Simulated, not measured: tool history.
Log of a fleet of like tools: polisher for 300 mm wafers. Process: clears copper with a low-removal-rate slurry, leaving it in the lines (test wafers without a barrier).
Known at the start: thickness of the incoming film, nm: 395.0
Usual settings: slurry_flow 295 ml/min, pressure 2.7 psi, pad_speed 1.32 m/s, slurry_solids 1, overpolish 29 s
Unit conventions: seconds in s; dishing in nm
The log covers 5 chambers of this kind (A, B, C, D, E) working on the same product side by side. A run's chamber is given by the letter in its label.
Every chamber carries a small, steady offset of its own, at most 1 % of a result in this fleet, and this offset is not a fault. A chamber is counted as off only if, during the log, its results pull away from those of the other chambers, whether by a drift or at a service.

{"day": 0.017, "done": "chamber C: worn pad replaced by a new one"}
{"day": 0.225, "done": "chamber C: slurry blender recalibrated"}
{"day": 0.258, "done": "chamber E: worn pad replaced by a new one"}
{"day": 0.408, "done": "chamber B: worn pad replaced by a new one"}
{"run": "1E", "day": 0.438, "slurry_flow": 295, "pressure": 2.7, "pad_speed": 1.32, "slurry_solids": 1, "overpolish": 29, "seconds": 133.49, "dishing": 36.818}
{"run": "2C", "day": 0.833, "slurry_flow": 295, "pressure": 2.7, "pad_speed": 1.32, "slurry_solids": 1, "overpolish": 29, "seconds": 129.46, "dishing": 36.132}
{"run": "3D", "day": 1.062, "slurry_flow": 295, "pressure": 2.7, "pad_speed": 1.32, "slurry_solids": 1, "overpolish": 29, "seconds": 128.77, "dishing": 36.572}
{"run": "4B", "day": 1.567, "slurry_flow": 295, "pressure": 2.7, "pad_speed": 1.32, "slurry_solids": 1, "overpolish": 29, "seconds": 130.73, "dishing": 36.818}
{"run": "5A", "day": 1.975, "slurry_flow": 245, "pressure": 2.7, "pad_speed": 1.32, "slurry_solids": 1, "overpolish": 29, "seconds": 133.91, "dishing": 35.817}
{"run": "6C", "day": 2.433, "slurry_flow": 245, "pressure": 2.7, "pad_speed": 1.32, "slurry_solids": 1, "overpolish": 29, "seconds": 132.66, "dishing": 35.397}
{"day": 2.479, "done": "chamber B: slurry nozzle cleaned"}
{"run": "7B", "day": 2.85, "slurry_flow": 245, "pressure": 2.7, "pad_speed": 1.32, "slurry_solids": 1, "overpolish": 29, "seconds": 132.01, "dishing": 36.102}
{"day": 3.117, "done": "chamber E: slurry blender recalibrated"}
{"run": "8A", "day": 3.288, "slurry_flow": 245, "pressure": 2.7, "pad_speed": 1.32, "slurry_solids": 1, "overpolish": 29, "seconds": 131.26, "dishing": 36.347}
{"run": "9E", "day": 3.679, "slurry_flow": 245, "pressure": 2.7, "pad_speed": 1.32, "slurry_solids": 1, "overpolish": 29, "seconds": 133.57, "dishing": 36.578}
{"run": "10D", "day": 3.992, "slurry_flow": 295, "pressure": 2.7, "pad_speed": 1.32, "slurry_solids": 1, "overpolish": 29, "seconds": 129.37, "dishing": 36.167}
{"day": 4.058, "done": "chamber E: worn pad replaced by a new one"}
{"day": 4.112, "done": "chamber D: worn pad replaced by a new one"}
{"day": 4.367, "done": "chamber B: worn pad replaced by a new one"}
{"day": 4.412, "done": "chamber B: slurry blender recalibrated"}
{"run": "11B", "day": 4.45, "slurry_flow": 295, "pressure": 2.7, "pad_speed": 1.32, "slurry_solids": 1, "overpolish": 29, "seconds": 129.99, "dishing": 36.763}
{"run": "12C", "day": 4.921, "slurry_flow": 295, "pressure": 2.7, "pad_speed": 1.62, "slurry_solids": 1, "overpolish": 29, "seconds": 104.11, "dishing": 39.835}
{"day": 4.979, "done": "chamber A: worn pad replaced by a new one"}
{"day": 5.046, "done": "chamber C: slurry blender recalibrated"}
{"day": 5.162, "done": "chamber A: slurry nozzle cleaned"}
{"run": "13A", "day": 5.229, "slurry_flow": 295, "pressure": 2.7, "pad_speed": 1.62, "slurry_solids": 1, "overpolish": 29, "seconds": 106.27, "dishing": 39.677}
{"run": "14D", "day": 5.7, "slurry_flow": 295, "pressure": 2.7, "pad_speed": 1.62, "slurry_solids": 1, "overpolish": 29, "seconds": 106.04, "dishing": 39.737}
{"run": "15E", "day": 5.95, "slurry_flow": 295, "pressure": 2.7, "pad_speed": 1.62, "slurry_solids": 1, "overpolish": 29, "seconds": 103.67, "dishing": 38.991}
{"run": "16B", "day": 6.346, "slurry_flow": 295, "pressure": 2.7, "pad_speed": 1.62, "slurry_solids": 1, "overpolish": 29, "seconds": 104.79, "dishing": 40.281}
{"run": "17A", "day": 6.754, "slurry_flow": 295, "pressure": 2.7, "pad_speed": 1.32, "slurry_solids": 1, "overpolish": 29, "seconds": 130.41, "dishing": 37.603}
{"run": "18C", "day": 6.988, "slurry_flow": 295, "pressure": 2.7, "pad_speed": 1.32, "slurry_solids": 1, "overpolish": 29, "seconds": 126.6, "dishing": 35.988}
{"day": 7.138, "done": "chamber E: slurry nozzle cleaned"}
{"day": 7.179, "done": "chamber E: slurry blender recalibrated"}
{"run": "19E", "day": 7.392, "slurry_flow": 295, "pressure": 2.7, "pad_speed": 1.32, "slurry_solids": 1, "overpolish": 29, "seconds": 129.79, "dishing": 36.929}
{"run": "20D", "day": 7.738, "slurry_flow": 295, "pressure": 2.7, "pad_speed": 1.32, "slurry_solids": 1, "overpolish": 29, "seconds": 132.1, "dishing": 36.555}
{"day": 7.925, "done": "chamber E: worn pad replaced by a new one"}
{"day": 7.988, "done": "chamber D: slurry blender recalibrated"}
{"run": "21C", "day": 8.021, "slurry_flow": 295, "pressure": 2.7, "pad_speed": 1.32, "slurry_solids": 1, "overpolish": 29, "seconds": 129.58, "dishing": 35.671}
{"day": 8.196, "done": "chamber B: worn pad replaced by a new one"}
{"run": "22E", "day": 8.279, "slurry_flow": 295, "pressure": 2.7, "pad_speed": 1.32, "slurry_solids": 1, "overpolish": 29, "seconds": 134.76, "dishing": 36.103}
{"run": "23B", "day": 8.621, "slurry_flow": 295, "pressure": 2.7, "pad_speed": 1.32, "slurry_solids": 1, "overpolish": 29, "seconds": 129.47, "dishing": 37.261}
{"run": "24D", "day": 9.129, "slurry_flow": 295, "pressure": 2.7, "pad_speed": 1.32, "slurry_solids": 1, "overpolish": 29, "seconds": 128.82, "dishing": 37.039}
{"day": 9.146, "done": "chamber C: worn pad replaced by a new one"}
{"run": "25A", "day": 9.408, "slurry_flow": 295, "pressure": 2.7, "pad_speed": 1.32, "slurry_solids": 1, "overpolish": 29, "seconds": 131.9, "dishing": 36.94}
{"day": 9.679, "done": "chamber C: slurry blender recalibrated"}
{"run": "26A", "day": 9.692, "slurry_flow": 295, "pressure": 2.7, "pad_speed": 1.32, "slurry_solids": 1, "overpolish": 29, "seconds": 131.33, "dishing": 35.752}
{"day": 9.912, "done": "chamber A: head pressure recalibrated"}
{"run": "27B", "day": 10.079, "slurry_flow": 295, "pressure": 2.7, "pad_speed": 1.32, "slurry_solids": 1, "overpolish": 29, "seconds": 126.67, "dishing": 37.995}
{"run": "28D", "day": 10.521, "slurry_flow": 295, "pressure": 2.7, "pad_speed": 0.98, "slurry_solids": 1, "overpolish": 29, "seconds": 180.3, "dishing": 30.795}
{"day": 10.825, "done": "chamber A: worn pad replaced by a new one"}
{"run": "29E", "day": 10.838, "slurry_flow": 295, "pressure": 2.7, "pad_speed": 0.98, "slurry_solids": 1, "overpolish": 29, "seconds": 171.95, "dishing": 31.494}
{"day": 10.9, "done": "chamber D: worn pad replaced by a new one"}
{"day": 11.008, "done": "chamber E: slurry blender recalibrated"}
{"run": "30C", "day": 11.062, "slurry_flow": 295, "pressure": 2.7, "pad_speed": 0.98, "slurry_solids": 1, "overpolish": 29, "seconds": 175.11, "dishing": 31.92}
{"run": "31B", "day": 11.408, "slurry_flow": 295, "pressure": 2.7, "pad_speed": 0.98, "slurry_solids": 1, "overpolish": 29, "seconds": 170.36, "dishing": 31.095}
{"run": "32E", "day": 11.733, "slurry_flow": 295, "pressure": 2.7, "pad_speed": 0.98, "slurry_solids": 1, "overpolish": 29, "seconds": 176.33, "dishing": 31.742}
{"run": "33C", "day": 12.054, "slurry_flow": 295, "pressure": 2.7, "pad_speed": 1.32, "slurry_solids": 1, "overpolish": 29, "seconds": 132.47, "dishing": 36.841}
{"run": "34A", "day": 12.412, "slurry_flow": 295, "pressure": 2.7, "pad_speed": 1.32, "slurry_solids": 1, "overpolish": 29, "seconds": 130.16, "dishing": 35.975}
{"run": "35D", "day": 12.654, "slurry_flow": 295, "pressure": 2.7, "pad_speed": 1.32, "slurry_solids": 1, "overpolish": 29, "seconds": 130.06, "dishing": 37.748}

What goes on in this fleet: one chamber off, a drifting gauge, or nothing beyond the chambers' own small offsets? Name the chamber and the cause, if any.

No chamber stands off beyond its own small offset, and the gauge holds steady.
